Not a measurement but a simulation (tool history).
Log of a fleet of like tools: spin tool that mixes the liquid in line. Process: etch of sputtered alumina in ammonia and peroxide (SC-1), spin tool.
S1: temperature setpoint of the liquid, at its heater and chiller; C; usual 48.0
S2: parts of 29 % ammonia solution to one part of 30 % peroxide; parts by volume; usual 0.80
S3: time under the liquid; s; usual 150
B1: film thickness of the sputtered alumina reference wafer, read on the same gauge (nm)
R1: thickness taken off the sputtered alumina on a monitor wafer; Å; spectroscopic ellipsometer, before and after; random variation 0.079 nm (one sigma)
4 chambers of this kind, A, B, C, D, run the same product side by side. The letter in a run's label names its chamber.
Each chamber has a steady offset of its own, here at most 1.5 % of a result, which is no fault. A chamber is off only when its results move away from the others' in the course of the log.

run,hour,S1,S2,S3,B1,R1
1D,7.6,48.0,0.80,150,90.011,87.794
# hour 15.3: chamber D: new drum of ammonia solution connected
2A,15.6,48.0,0.80,150,90.014,87.520
3C,24.8,48.0,0.80,150,89.931,89.707
4B,30.6,48.0,0.80,150,89.953,87.195
5D,38.6,48.0,0.80,150,90.013,87.586
6C,46.4,48.0,0.80,150,89.989,88.834
7B,51.5,48.0,0.80,150,90.004,85.862
8A,62.5,48.0,1.15,150,89.993,90.290
9D,69.4,48.0,1.15,150,89.993,89.889
10C,75.4,48.0,1.15,150,90.038,93.409
11B,86.0,48.0,1.15,150,89.989,89.091
12A,92.7,48.0,0.80,150,90.075,88.843
# hour 92.9: chamber A: thermometer replaced
13B,97.5,48.0,0.80,150,90.023,87.162
# hour 101.1: chamber C: ammonia flow meter replaced
14A,104.7,48.0,0.80,150,89.954,88.282
15D,112.5,40.0,0.80,85,89.965,31.724
16C,122.9,40.0,0.80,85,89.944,33.570
17A,134.0,40.0,0.80,85,89.984,31.550
18B,142.9,40.0,0.80,85,89.946,31.141
# hour 149.1: chamber C: new drum of ammonia solution connected
19D,152.5,48.0,0.80,150,90.013,86.815
20C,161.5,38.5,0.55,150,90.029,52.944
21B,168.8,38.5,0.55,150,89.996,47.925
22A,173.8,38.5,0.55,150,89.994,48.316
23D,183.7,38.5,0.55,150,90.050,48.259
24C,191.5,48.0,0.80,150,90.065,97.284
# hour 191.6: chamber D: thermometer replaced
25B,200.3,48.0,0.80,150,90.013,87.021
26A,210.2,48.0,0.80,150,90.025,86.340
27C,216.3,48.0,0.80,150,90.022,99.308
28D,226.0,48.0,0.80,150,89.997,87.731

Next, every chamber runs the same settings. What will each give?
29A,234.0,48.0,1.05,150,,?
29B,234.0,48.0,1.05,150,,?
29C,234.0,48.0,1.05,150,,?
29D,234.0,48.0,1.05,150,,?

run,R1
29A,89.367
29B,88.632
29C,103.210
29D,88.274

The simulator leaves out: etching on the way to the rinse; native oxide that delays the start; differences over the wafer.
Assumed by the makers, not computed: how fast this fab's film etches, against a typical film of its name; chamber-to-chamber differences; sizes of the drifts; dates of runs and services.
